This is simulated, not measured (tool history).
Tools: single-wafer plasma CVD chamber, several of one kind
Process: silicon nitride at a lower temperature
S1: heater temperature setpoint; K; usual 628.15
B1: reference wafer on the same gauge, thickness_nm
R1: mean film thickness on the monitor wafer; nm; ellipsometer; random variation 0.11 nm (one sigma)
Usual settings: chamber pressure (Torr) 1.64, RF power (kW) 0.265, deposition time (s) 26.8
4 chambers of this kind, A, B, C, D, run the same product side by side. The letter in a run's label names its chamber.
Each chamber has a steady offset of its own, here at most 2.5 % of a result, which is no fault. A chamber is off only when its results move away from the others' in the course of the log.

{"run": "1C", "hour": 5.9, "S1": 628.15, "chamber pressure (Torr)": 1.64, "RF power (kW)": 0.265, "deposition time (s)": 26.8, "B1": 29.196, "R1": 28.52}
{"hour": 7.0, "done": "chamber C: capacitance manometer re-zeroed and calibrated"}
{"run": "2A", "hour": 13.6, "S1": 628.15, "chamber pressure (Torr)": 1.64, "RF power (kW)": 0.265, "deposition time (s)": 26.8, "B1": 29.199, "R1": 29.048}
{"run": "3D", "hour": 21.4, "S1": 628.15, "chamber pressure (Torr)": 1.64, "RF power (kW)": 0.265, "deposition time (s)": 26.8, "B1": 29.195, "R1": 29.176}
{"run": "4B", "hour": 28.7, "S1": 628.15, "chamber pressure (Torr)": 1.64, "RF power (kW)": 0.265, "deposition time (s)": 26.8, "B1": 29.199, "R1": 29.175}
{"run": "5B", "hour": 38.0, "S1": 628.15, "chamber pressure (Torr)": 1.64, "RF power (kW)": 0.265, "deposition time (s)": 26.8, "B1": 29.187, "R1": 28.954}
{"run": "6C", "hour": 44.6, "S1": 628.15, "chamber pressure (Torr)": 1.64, "RF power (kW)": 0.265, "deposition time (s)": 26.8, "B1": 29.19, "R1": 28.527}
{"run": "7D", "hour": 50.1, "S1": 628.15, "chamber pressure (Torr)": 1.64, "RF power (kW)": 0.265, "deposition time (s)": 26.8, "B1": 29.185, "R1": 29.118}
{"run": "8A", "hour": 56.4, "S1": 628.15, "chamber pressure (Torr)": 1.64, "RF power (kW)": 0.265, "deposition time (s)": 26.8, "B1": 29.169, "R1": 28.93}
{"run": "9D", "hour": 62.6, "S1": 628.15, "chamber pressure (Torr)": 1.64, "RF power (kW)": 0.265, "deposition time (s)": 26.8, "B1": 29.204, "R1": 29.033}
{"run": "10A", "hour": 71.9, "S1": 628.15, "chamber pressure (Torr)": 1.64, "RF power (kW)": 0.265, "deposition time (s)": 26.8, "B1": 29.18, "R1": 28.801}
{"run": "11C", "hour": 80.1, "S1": 628.15, "chamber pressure (Torr)": 1.64, "RF power (kW)": 0.265, "deposition time (s)": 26.8, "B1": 29.197, "R1": 28.371}
{"hour": 89.2, "done": "chamber B: capacitance manometer re-zeroed and calibrated"}
{"run": "12B", "hour": 89.3, "S1": 628.15, "chamber pressure (Torr)": 1.64, "RF power (kW)": 0.265, "deposition time (s)": 26.8, "B1": 29.214, "R1": 29.147}
{"run": "13A", "hour": 97.2, "S1": 628.15, "chamber pressure (Torr)": 1.64, "RF power (kW)": 0.265, "deposition time (s)": 26.8, "B1": 29.172, "R1": 28.938}
{"run": "14D", "hour": 105.8, "S1": 628.15, "chamber pressure (Torr)": 1.39, "RF power (kW)": 0.23, "deposition time (s)": 26.8, "B1": 29.198, "R1": 25.282}
{"run": "15B", "hour": 110.7, "S1": 628.15, "chamber pressure (Torr)": 1.39, "RF power (kW)": 0.23, "deposition time (s)": 26.8, "B1": 29.19, "R1": 25.146}
{"run": "16C", "hour": 119.3, "S1": 628.15, "chamber pressure (Torr)": 1.39, "RF power (kW)": 0.23, "deposition time (s)": 26.8, "B1": 29.207, "R1": 24.472}
{"run": "17C", "hour": 126.5, "S1": 628.15, "chamber pressure (Torr)": 1.39, "RF power (kW)": 0.23, "deposition time (s)": 26.8, "B1": 29.205, "R1": 24.445}
{"run": "18A", "hour": 133.1, "S1": 628.15, "chamber pressure (Torr)": 1.64, "RF power (kW)": 0.265, "deposition time (s)": 26.8, "B1": 29.191, "R1": 28.671}
{"run": "19B", "hour": 141.5, "S1": 628.15, "chamber pressure (Torr)": 1.64, "RF power (kW)": 0.265, "deposition time (s)": 26.8, "B1": 29.191, "R1": 29.064}
{"run": "20D", "hour": 148.1, "S1": 628.15, "chamber pressure (Torr)": 1.64, "RF power (kW)": 0.265, "deposition time (s)": 26.8, "B1": 29.213, "R1": 29.015}
{"run": "21C", "hour": 157.1, "S1": 628.15, "chamber pressure (Torr)": 1.64, "RF power (kW)": 0.265, "deposition time (s)": 26.8, "B1": 29.173, "R1": 28.601}
{"run": "22B", "hour": 166.2, "S1": 628.15, "chamber pressure (Torr)": 1.43, "RF power (kW)": 0.245, "deposition time (s)": 26.8, "B1": 29.209, "R1": 26.656}
{"run": "23D", "hour": 172.6, "S1": 628.15, "chamber pressure (Torr)": 1.43, "RF power (kW)": 0.245, "deposition time (s)": 26.8, "B1": 29.214, "R1": 26.533}
{"run": "24A", "hour": 179.1, "S1": 628.15, "chamber pressure (Torr)": 1.43, "RF power (kW)": 0.245, "deposition time (s)": 26.8, "B1": 29.248, "R1": 25.803}
{"run": "25C", "hour": 186.4, "S1": 628.15, "chamber pressure (Torr)": 1.43, "RF power (kW)": 0.245, "deposition time (s)": 26.8, "B1": 29.215, "R1": 25.942}
{"run": "26B", "hour": 195.1, "S1": 628.15, "chamber pressure (Torr)": 1.64, "RF power (kW)": 0.265, "deposition time (s)": 26.8, "B1": 29.173, "R1": 29.04}
{"run": "27D", "hour": 199.9, "S1": 616.15, "chamber pressure (Torr)": 1.64, "RF power (kW)": 0.265, "deposition time (s)": 24.2, "B1": 29.203, "R1": 26.337}
{"run": "28A", "hour": 205.9, "S1": 616.15, "chamber pressure (Torr)": 1.64, "RF power (kW)": 0.265, "deposition time (s)": 24.2, "B1": 29.213, "R1": 25.527}
{"run": "29D", "hour": 212.1, "S1": 616.15, "chamber pressure (Torr)": 1.64, "RF power (kW)": 0.265, "deposition time (s)": 24.2, "B1": 29.213, "R1": 26.369}
{"run": "30C", "hour": 218.0, "S1": 616.15, "chamber pressure (Torr)": 1.64, "RF power (kW)": 0.265, "deposition time (s)": 24.2, "B1": 29.191, "R1": 25.696}
{"run": "31A", "hour": 225.6, "S1": 628.15, "chamber pressure (Torr)": 1.64, "RF power (kW)": 0.265, "deposition time (s)": 26.8, "B1": 29.203, "R1": 28.218}
{"run": "32B", "hour": 233.3, "S1": 628.15, "chamber pressure (Torr)": 1.64, "RF power (kW)": 0.265, "deposition time (s)": 26.8, "B1": 29.204, "R1": 29.143}
{"run": "33C", "hour": 239.5, "S1": 628.15, "chamber pressure (Torr)": 1.64, "RF power (kW)": 0.265, "deposition time (s)": 26.8, "B1": 29.225, "R1": 28.365}
{"run": "34B", "hour": 247.7, "S1": 628.15, "chamber pressure (Torr)": 1.64, "RF power (kW)": 0.265, "deposition time (s)": 26.8, "B1": 29.177, "R1": 29.002}
{"run": "35D", "hour": 253.5, "S1": 628.15, "chamber pressure (Torr)": 1.64, "RF power (kW)": 0.265, "deposition time (s)": 26.8, "B1": 29.228, "R1": 29.215}
{"run": "36A", "hour": 258.0, "S1": 628.15, "chamber pressure (Torr)": 1.64, "RF power (kW)": 0.265, "deposition time (s)": 26.8, "B1": 29.162, "R1": 28.1}
{"hour": 264.1, "done": "chamber D: capacitance manometer re-zeroed and calibrated"}
{"run": "37C", "hour": 265.2, "S1": 628.15, "chamber pressure (Torr)": 1.64, "RF power (kW)": 0.265, "deposition time (s)": 26.8, "B1": 29.21, "R1": 28.608}
{"run": "38A", "hour": 273.2, "S1": 628.15, "chamber pressure (Torr)": 1.64, "RF power (kW)": 0.265, "deposition time (s)": 26.8, "B1": 29.181, "R1": 28.234}
{"run": "39D", "hour": 282.2, "S1": 628.15, "chamber pressure (Torr)": 1.64, "RF power (kW)": 0.265, "deposition time (s)": 26.8, "B1": 29.2, "R1": 28.928}
{"run": "40B", "hour": 286.6, "S1": 628.15, "chamber pressure (Torr)": 1.64, "RF power (kW)": 0.265, "deposition time (s)": 26.8, "B1": 29.188, "R1": 28.931}
{"run": "41A", "hour": 294.0, "S1": 628.15, "chamber pressure (Torr)": 1.64, "RF power (kW)": 0.265, "deposition time (s)": 26.8, "B1": 29.212, "R1": 27.926}
{"run": "42C", "hour": 302.8, "S1": 628.15, "chamber pressure (Torr)": 1.64, "RF power (kW)": 0.265, "deposition time (s)": 26.8, "B1": 29.214, "R1": 28.527}
{"run": "43B", "hour": 307.0, "S1": 628.15, "chamber pressure (Torr)": 1.64, "RF power (kW)": 0.265, "deposition time (s)": 24.4, "B1": 29.212, "R1": 26.501}

What goes on in this fleet: one chamber off, a drifting gauge, or nothing beyond the chambers' own small offsets? Name the chamber and the cause, if any.

Chamber A drifts away from the others.
Cause: delivered RF power below the setpoint (%) = 5.07.

Here are 4 candidates for chamber A's next run, each the usual settings with a change, their results left as question marks. Which one brings its results back in line with what the others give on the usual settings?
In line means no further than this from the other chambers' mean on the usual settings: R1 0.37 nm
{"run": "44A-1", "hour": 313.8, "S1": 628.15, "chamber pressure (Torr)": 1.63, "RF power (kW)": 0.26, "deposition time (s)": 26.3, "R1": "?"}
{"run": "44A-2", "hour": 313.8, "S1": 628.15, "chamber pressure (Torr)": 1.64, "RF power (kW)": 0.265, "deposition time (s)": 26.6, "R1": "?"}
{"run": "44A-3", "hour": 313.8, "S1": 628.15, "chamber pressure (Torr)": 1.65, "RF power (kW)": 0.27, "deposition time (s)": 27.3, "R1": "?"}
{"run": "44A-4", "hour": 313.8, "S1": 628.15, "chamber pressure (Torr)": 1.64, "RF power (kW)": 0.265, "deposition time (s)": 27, "R1": "?"}

The other chambers' mean on the usual settings: R1 28.894 nm
run=44A-1 R1=26.997
run=44A-2 R1=27.73
run=44A-3 R1=28.894
run=44A-4 R1=28.146
44A-3 brings the chamber back in line.

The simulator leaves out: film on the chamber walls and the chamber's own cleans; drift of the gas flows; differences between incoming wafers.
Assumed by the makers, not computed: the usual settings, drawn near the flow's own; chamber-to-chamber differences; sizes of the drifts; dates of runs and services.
